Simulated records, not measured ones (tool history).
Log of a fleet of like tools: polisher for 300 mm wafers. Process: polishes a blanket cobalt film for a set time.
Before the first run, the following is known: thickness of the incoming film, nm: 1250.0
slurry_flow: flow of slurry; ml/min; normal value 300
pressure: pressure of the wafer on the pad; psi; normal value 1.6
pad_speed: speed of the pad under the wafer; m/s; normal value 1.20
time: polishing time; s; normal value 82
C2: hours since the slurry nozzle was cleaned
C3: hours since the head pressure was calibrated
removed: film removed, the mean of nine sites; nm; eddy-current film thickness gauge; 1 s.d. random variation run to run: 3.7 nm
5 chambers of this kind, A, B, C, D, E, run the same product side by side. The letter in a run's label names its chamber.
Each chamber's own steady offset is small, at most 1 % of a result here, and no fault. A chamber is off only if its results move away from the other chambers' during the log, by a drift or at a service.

{"hour": 11.6, "done": "chamber A: slurry nozzle cleaned"}
{"run": "1B", "hour": 12.4, "slurry_flow": 300, "pressure": 1.6, "pad_speed": 1.2, "time": 82, "wafers polished on this pad": 1234, "C2": 344.5, "C3": 616.1, "removed": 336.93}
{"hour": 22.7, "done": "chamber B: worn pad replaced by a new one"}
{"run": "2A", "hour": 24.5, "slurry_flow": 300, "pressure": 1.6, "pad_speed": 1.2, "time": 82, "wafers polished on this pad": 660, "C2": 12.9, "C3": 71.7, "removed": 326.93}
{"hour": 25.7, "done": "chamber B: slurry nozzle cleaned"}
{"hour": 32.1, "done": "chamber D: worn pad replaced by a new one"}
{"run": "3E", "hour": 34.0, "slurry_flow": 300, "pressure": 1.6, "pad_speed": 1.2, "time": 82, "wafers polished on this pad": 420, "C2": 118.8, "C3": 461.9, "removed": 333.59}
{"run": "4D", "hour": 47.0, "slurry_flow": 300, "pressure": 1.6, "pad_speed": 1.2, "time": 82, "wafers polished on this pad": 110, "C2": 159.7, "C3": 174.7, "removed": 325.31}
{"hour": 52.6, "done": "chamber A: worn pad replaced by a new one"}
{"run": "5C", "hour": 59.5, "slurry_flow": 300, "pressure": 1.6, "pad_speed": 1.2, "time": 82, "wafers polished on this pad": 462, "C2": 87.9, "C3": 414.4, "removed": 330.62}
{"run": "6C", "hour": 66.5, "slurry_flow": 380, "pressure": 2.0, "pad_speed": 1.2, "time": 82, "wafers polished on this pad": 513, "C2": 94.9, "C3": 421.4, "removed": 417.98}
{"run": "7A", "hour": 75.7, "slurry_flow": 380, "pressure": 2.0, "pad_speed": 1.2, "time": 82, "wafers polished on this pad": 171, "C2": 64.1, "C3": 122.9, "removed": 424.44}
{"run": "8D", "hour": 88.2, "slurry_flow": 380, "pressure": 2.0, "pad_speed": 1.2, "time": 82, "wafers polished on this pad": 415, "C2": 200.9, "C3": 215.9, "removed": 430.76}
{"run": "9B", "hour": 94.4, "slurry_flow": 380, "pressure": 2.0, "pad_speed": 1.2, "time": 82, "wafers polished on this pad": 530, "C2": 68.8, "C3": 698.1, "removed": 413.72}
{"hour": 99.1, "done": "chamber D: worn pad replaced by a new one"}
{"run": "10E", "hour": 104.5, "slurry_flow": 380, "pressure": 2.0, "pad_speed": 1.2, "time": 82, "wafers polished on this pad": 942, "C2": 189.3, "C3": 532.4, "removed": 418.45}
{"hour": 108.5, "done": "chamber E: worn pad replaced by a new one"}
{"run": "11A", "hour": 111.2, "slurry_flow": 300, "pressure": 1.6, "pad_speed": 1.2, "time": 82, "wafers polished on this pad": 433, "C2": 99.6, "C3": 158.4, "removed": 325.42}
{"run": "12E", "hour": 117.4, "slurry_flow": 300, "pressure": 1.6, "pad_speed": 1.2, "time": 82, "wafers polished on this pad": 66, "C2": 202.2, "C3": 545.3, "removed": 331.91}
{"hour": 126.2, "done": "chamber C: head pressure recalibrated"}
{"run": "13C", "hour": 126.5, "slurry_flow": 300, "pressure": 1.6, "pad_speed": 1.2, "time": 82, "wafers polished on this pad": 957, "C2": 154.9, "C3": 0.3, "removed": 332.57}
{"run": "14B", "hour": 136.7, "slurry_flow": 300, "pressure": 1.1, "pad_speed": 1.2, "time": 104, "wafers polished on this pad": 843, "C2": 111.1, "C3": 740.4, "removed": 282.44}
{"hour": 143.0, "done": "chamber B: head pressure recalibrated"}
{"run": "15D", "hour": 146.1, "slurry_flow": 300, "pressure": 1.1, "pad_speed": 1.2, "time": 104, "wafers polished on this pad": 348, "C2": 258.8, "C3": 273.8, "removed": 287.84}
{"run": "16B", "hour": 152.6, "slurry_flow": 300, "pressure": 1.1, "pad_speed": 1.2, "time": 104, "wafers polished on this pad": 961, "C2": 127.0, "C3": 9.6, "removed": 290.25}
{"run": "17D", "hour": 162.7, "slurry_flow": 300, "pressure": 1.1, "pad_speed": 1.2, "time": 104, "wafers polished on this pad": 470, "C2": 275.4, "C3": 290.4, "removed": 287.09}
{"hour": 164.2, "done": "chamber C: worn pad replaced by a new one"}
{"hour": 169.9, "done": "chamber A: worn pad replaced by a new one"}
{"run": "18C", "hour": 174.5, "slurry_flow": 300, "pressure": 1.1, "pad_speed": 1.2, "time": 104, "wafers polished on this pad": 76, "C2": 202.9, "C3": 48.3, "removed": 289.98}
{"hour": 175.0, "done": "chamber D: worn pad replaced by a new one"}
{"run": "19A", "hour": 184.3, "slurry_flow": 340, "pressure": 1.6, "pad_speed": 1.2, "time": 105, "wafers polished on this pad": 107, "C2": 172.7, "C3": 231.5, "removed": 430.58}
{"run": "20E", "hour": 194.9, "slurry_flow": 340, "pressure": 1.6, "pad_speed": 1.2, "time": 105, "wafers polished on this pad": 639, "C2": 279.7, "C3": 622.8, "removed": 430.32}
{"run": "21E", "hour": 207.5, "slurry_flow": 340, "pressure": 1.6, "pad_speed": 1.2, "time": 105, "wafers polished on this pad": 732, "C2": 292.3, "C3": 635.4, "removed": 426.63}
{"hour": 217.0, "done": "chamber B: worn pad replaced by a new one"}
{"run": "22D", "hour": 218.0, "slurry_flow": 340, "pressure": 1.6, "pad_speed": 1.2, "time": 105, "wafers polished on this pad": 318, "C2": 330.7, "C3": 345.7, "removed": 426.14}
{"run": "23C", "hour": 225.9, "slurry_flow": 340, "pressure": 1.6, "pad_speed": 1.2, "time": 105, "wafers polished on this pad": 456, "C2": 254.3, "C3": 99.7, "removed": 425.73}
{"run": "24A", "hour": 237.4, "slurry_flow": 300, "pressure": 1.6, "pad_speed": 1.2, "time": 82, "wafers polished on this pad": 499, "C2": 225.8, "C3": 284.6, "removed": 327.71}
{"hour": 240.3, "done": "chamber E: head pressure recalibrated"}
{"hour": 241.6, "done": "chamber D: worn pad replaced by a new one"}
{"hour": 242.1, "done": "chamber E: worn pad replaced by a new one"}
{"run": "25B", "hour": 244.5, "slurry_flow": 300, "pressure": 1.6, "pad_speed": 1.02, "time": 63, "wafers polished on this pad": 203, "C2": 218.9, "C3": 101.5, "removed": 219.46}
{"run": "26A", "hour": 256.6, "slurry_flow": 300, "pressure": 1.6, "pad_speed": 1.02, "time": 63, "wafers polished on this pad": 641, "C2": 245.0, "C3": 303.8, "removed": 210.5}
{"run": "27E", "hour": 268.3, "slurry_flow": 300, "pressure": 1.6, "pad_speed": 1.02, "time": 63, "wafers polished on this pad": 194, "C2": 353.1, "C3": 28.1, "removed": 214.67}
{"run": "28D", "hour": 275.6, "slurry_flow": 300, "pressure": 1.6, "pad_speed": 1.02, "time": 63, "wafers polished on this pad": 252, "C2": 388.3, "C3": 403.3, "removed": 215.46}
{"run": "29C", "hour": 284.4, "slurry_flow": 300, "pressure": 1.6, "pad_speed": 1.02, "time": 63, "wafers polished on this pad": 889, "C2": 312.8, "C3": 158.2, "removed": 218.88}
{"hour": 290.2, "done": "chamber A: worn pad replaced by a new one"}
{"run": "30B", "hour": 290.8, "slurry_flow": 300, "pressure": 1.6, "pad_speed": 1.2, "time": 82, "wafers polished on this pad": 546, "C2": 265.2, "C3": 147.8, "removed": 330.94}
{"run": "31E", "hour": 296.9, "slurry_flow": 300, "pressure": 1.6, "pad_speed": 1.2, "time": 82, "wafers polished on this pad": 405, "C2": 381.7, "C3": 56.7, "removed": 332.02}
{"run": "32C", "hour": 304.1, "slurry_flow": 300, "pressure": 1.6, "pad_speed": 1.2, "time": 82, "wafers polished on this pad": 1035, "C2": 332.5, "C3": 177.9, "removed": 326.16}
{"run": "33B", "hour": 313.3, "slurry_flow": 300, "pressure": 1.6, "pad_speed": 1.2, "time": 82, "wafers polished on this pad": 712, "C2": 287.7, "C3": 170.3, "removed": 328.48}
{"run": "34D", "hour": 320.7, "slurry_flow": 380, "pressure": 1.6, "pad_speed": 1.2, "time": 55, "wafers polished on this pad": 585, "C2": 433.4, "C3": 448.4, "removed": 230.32}
{"hour": 322.4, "done": "chamber D: worn pad replaced by a new one"}
{"hour": 324.2, "done": "chamber C: slurry nozzle cleaned"}
{"run": "35A", "hour": 329.7, "slurry_flow": 380, "pressure": 1.6, "pad_speed": 1.2, "time": 55, "wafers polished on this pad": 292, "C2": 318.1, "C3": 376.9, "removed": 225.68}
{"run": "36E", "hour": 338.0, "slurry_flow": 380, "pressure": 1.6, "pad_speed": 1.2, "time": 55, "wafers polished on this pad": 709, "C2": 422.8, "C3": 97.8, "removed": 228.52}
{"hour": 345.1, "done": "chamber C: worn pad replaced by a new one"}
{"run": "37A", "hour": 346.9, "slurry_flow": 380, "pressure": 1.6, "pad_speed": 1.2, "time": 55, "wafers polished on this pad": 419, "C2": 335.3, "C3": 394.1, "removed": 223.18}
{"run": "38B", "hour": 354.5, "slurry_flow": 380, "pressure": 1.6, "pad_speed": 1.2, "time": 55, "wafers polished on this pad": 1017, "C2": 328.9, "C3": 211.5, "removed": 223.53}
{"run": "39C", "hour": 362.1, "slurry_flow": 300, "pressure": 1.6, "pad_speed": 1.2, "time": 82, "wafers polished on this pad": 126, "C2": 37.9, "C3": 235.9, "removed": 331.64}
{"run": "40D", "hour": 369.2, "slurry_flow": 300, "pressure": 1.6, "pad_speed": 1.2, "time": 82, "wafers polished on this pad": 346, "C2": 481.9, "C3": 496.9, "removed": 331.22}

Next, all 5 chambers run the settings below, one line each with question marks for the results. What does each chamber give?
{"run": "41A", "hour": 378.5, "slurry_flow": 300, "pressure": 1.6, "pad_speed": 1.36, "time": 82, "removed": "?"}
{"run": "41B", "hour": 378.5, "slurry_flow": 300, "pressure": 1.6, "pad_speed": 1.36, "time": 82, "removed": "?"}
{"run": "41C", "hour": 378.5, "slurry_flow": 300, "pressure": 1.6, "pad_speed": 1.36, "time": 82, "removed": "?"}
{"run": "41D", "hour": 378.5, "slurry_flow": 300, "pressure": 1.6, "pad_speed": 1.36, "time": 82, "removed": "?"}
{"run": "41E", "hour": 378.5, "slurry_flow": 300, "pressure": 1.6, "pad_speed": 1.36, "time": 82, "removed": "?"}

run=41A removed=376.70
run=41B removed=382.42
run=41C removed=375.79
run=41D removed=377.67
run=41E removed=376.28
